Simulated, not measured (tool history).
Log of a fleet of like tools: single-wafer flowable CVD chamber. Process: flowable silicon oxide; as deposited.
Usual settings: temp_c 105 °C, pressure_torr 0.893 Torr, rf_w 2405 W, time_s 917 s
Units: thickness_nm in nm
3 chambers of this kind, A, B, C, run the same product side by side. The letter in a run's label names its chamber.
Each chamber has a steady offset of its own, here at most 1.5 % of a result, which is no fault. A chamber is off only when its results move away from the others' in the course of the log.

run   hour  temp_c  pressure_torr  rf_w  time_s  read-back reference wafer on the same gauge, thickness_nm  thickness_nm
 1C    6.1     105          0.893  2405     917                                                     586.64        555.39
 2A   10.8     105          0.893  2405     917                                                     587.02        562.54
 3B     19     105          0.893  2405     917                                                     586.51        562.74
 4C   22.9     105          0.893  2405     917                                                     585.95        557.11
 5B   26.9     105          0.893  2405     917                                                     585.96        561.84
 6A   31.3     105          0.893  2405     917                                                     587.31        560.31
 7A     37     105          0.893  2405     917                                                     587.25        556.12
 8B   45.1     105          0.893  2405     917                                                     587.42        573.62
 9C   52.7     105          0.779  2095     917                                                     587.39        458.46
10C   56.5     105          0.779  2095     917                                                     586.97        456.05
11A   62.7     105          0.779  2095     917                                                     586.93        459.25
12B   68.5     105          0.893  2405     917                                                     586.94        567.36
13B   72.8     105          0.893  2405     917                                                     587.93        564.06
14C   78.2     105          0.893  2405     917                                                     587.26        564.08
15A   84.1     105          0.893  2405     917                                                     587.37        561.98
16A   90.2     105          0.893  2405     917                                                     586.69        561.46
17B   96.1     105          0.893  2405     917                                                     586.37        564.46
18C  101.2     105          0.893  2405     917                                                     587.15        560.77
19C  107.2     105          0.893  2405     917                                                     587.41        558.45
20A  111.3     105          0.893  2405     917                                                     587.04           558
21B  119.3     105          0.893  2405     917                                                     586.01         567.1
22B    127     105          0.893  2405     917                                                     586.95        567.37
23A  132.3     105          0.893  2405     917                                                     586.76        561.71
24C    137     105          0.893  2405     917                                                      586.8        557.82
     137.4  -- chamber A: capacitance manometer re-zeroed and calibrated
25C  143.6     105          0.893  2405     917                                                     586.65        562.03
26A  151.6     105          0.893  2405     917                                                     586.68        529.56
27B  155.9     105          0.893  2405     784                                                     587.12         483.6
28A    163     105          0.893  2405     784                                                     587.14         454.3
29C    170     105          0.893  2405     784                                                     586.69        476.71
30B  174.6     105          0.893  2405     917                                                     587.14        570.98
31A  179.4     105          0.893  2405     917                                                     587.37         528.5
32B  187.3     105          0.893  2405     917                                                     586.73        563.21
33C    193     105          0.893  2405     917                                                     586.47        554.54
34B  197.2     105          0.893  2405     917                                                     587.25        566.18
35A  203.9     105          0.893  2405     917                                                      587.7           533
36C  209.8     105          0.893  2405     917                                                     587.18         555.6
37C  217.2     105          0.893  2405     917                                                     587.19        557.18
38A  224.7     105          0.893  2405     917                                                     587.09         527.8
39B  231.7     105          0.893  2405     917                                                     586.83        571.15
40C  239.7     105          0.893  2405     917                                                     586.88        556.46
41B  247.4     105          0.893  2405     917                                                     586.27        565.29
42A  252.9     105          0.893  2405     917                                                     587.29         531.4

All 3 chambers run these settings next. Forecast each chamber's results:
43A  258.8      92          0.893  2405     917                                                                        ?
43B  258.8      92          0.893  2405     917                                                                        ?
43C  258.8      92          0.893  2405     917                                                                        ?

run  thickness_nm
43A        808.09
43B        865.73
43C        862.69
